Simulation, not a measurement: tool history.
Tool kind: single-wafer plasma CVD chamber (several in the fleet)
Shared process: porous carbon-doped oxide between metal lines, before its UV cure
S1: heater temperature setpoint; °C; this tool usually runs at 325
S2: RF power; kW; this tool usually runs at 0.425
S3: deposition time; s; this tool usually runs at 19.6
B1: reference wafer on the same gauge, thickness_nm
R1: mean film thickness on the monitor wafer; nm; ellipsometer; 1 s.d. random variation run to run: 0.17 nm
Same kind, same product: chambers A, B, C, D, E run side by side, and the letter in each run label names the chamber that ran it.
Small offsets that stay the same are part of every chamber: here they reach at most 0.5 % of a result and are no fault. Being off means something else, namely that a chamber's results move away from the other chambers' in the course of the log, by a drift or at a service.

run	day	S1	S2	S3	B1	R1
1E	0.392	325	0.425	19.6	88.432	84.01
2D	0.979	325	0.425	19.6	88.394	84.036
3B	1.388	325	0.425	19.6	88.33	83.935
4C	1.846	325	0.425	19.6	88.416	83.611
5A	2.171	325	0.425	19.6	88.41	83.683
6A	2.712	325	0.425	19.6	88.364	83.935
7D	3.296	325	0.425	19.6	88.385	83.32
8C	3.804	325	0.425	19.6	88.374	83.442
# day 4.133: chamber E: RF generator calibrated
9B	4.325	325	0.425	19.6	88.449	83.774
10E	4.933	325	0.35	19.6	88.427	72.316
11D	5.254	325	0.35	19.6	88.354	71.356
12E	5.754	325	0.35	19.6	88.43	72.203
13A	6.108	325	0.35	19.6	88.392	71.779
14B	6.708	325	0.35	19.6	88.403	71.977
15C	7.229	325	0.425	19.6	88.354	83.795
16E	7.667	325	0.425	19.6	88.466	84.281
17A	7.958	311	0.425	17	88.425	78.503
18D	8.292	311	0.425	17	88.39	77.234
19C	8.629	311	0.425	17	88.366	78.178
20B	9.017	311	0.425	17	88.379	78.133
21A	9.554	311	0.425	17	88.358	78.529
22C	10.158	336	0.425	19.6	88.388	79.053
23D	10.733	336	0.425	19.6	88.394	78.653
24B	11.346	336	0.425	19.6	88.389	79.496
25E	11.729	336	0.425	19.6	88.41	79.645
26D	12.017	336	0.425	19.6	88.408	78.285
27E	12.633	325	0.425	19.6	88.47	84.085
28C	13.054	325	0.425	19.6	88.403	83.227
29B	13.521	325	0.425	19.6	88.413	83.73
30A	14.079	325	0.425	19.6	88.403	83.823

For the next run the whole fleet of 5 chambers uses the same settings. Give each chamber's results:
31A	14.533	318	0.425	19.6		?
31B	14.533	318	0.425	19.6		?
31C	14.533	318	0.425	19.6		?
31D	14.533	318	0.425	19.6		?
31E	14.533	318	0.425	19.6		?

run	R1
31A	86.834
31B	86.694
31C	86.398
31D	85.095
31E	87.189
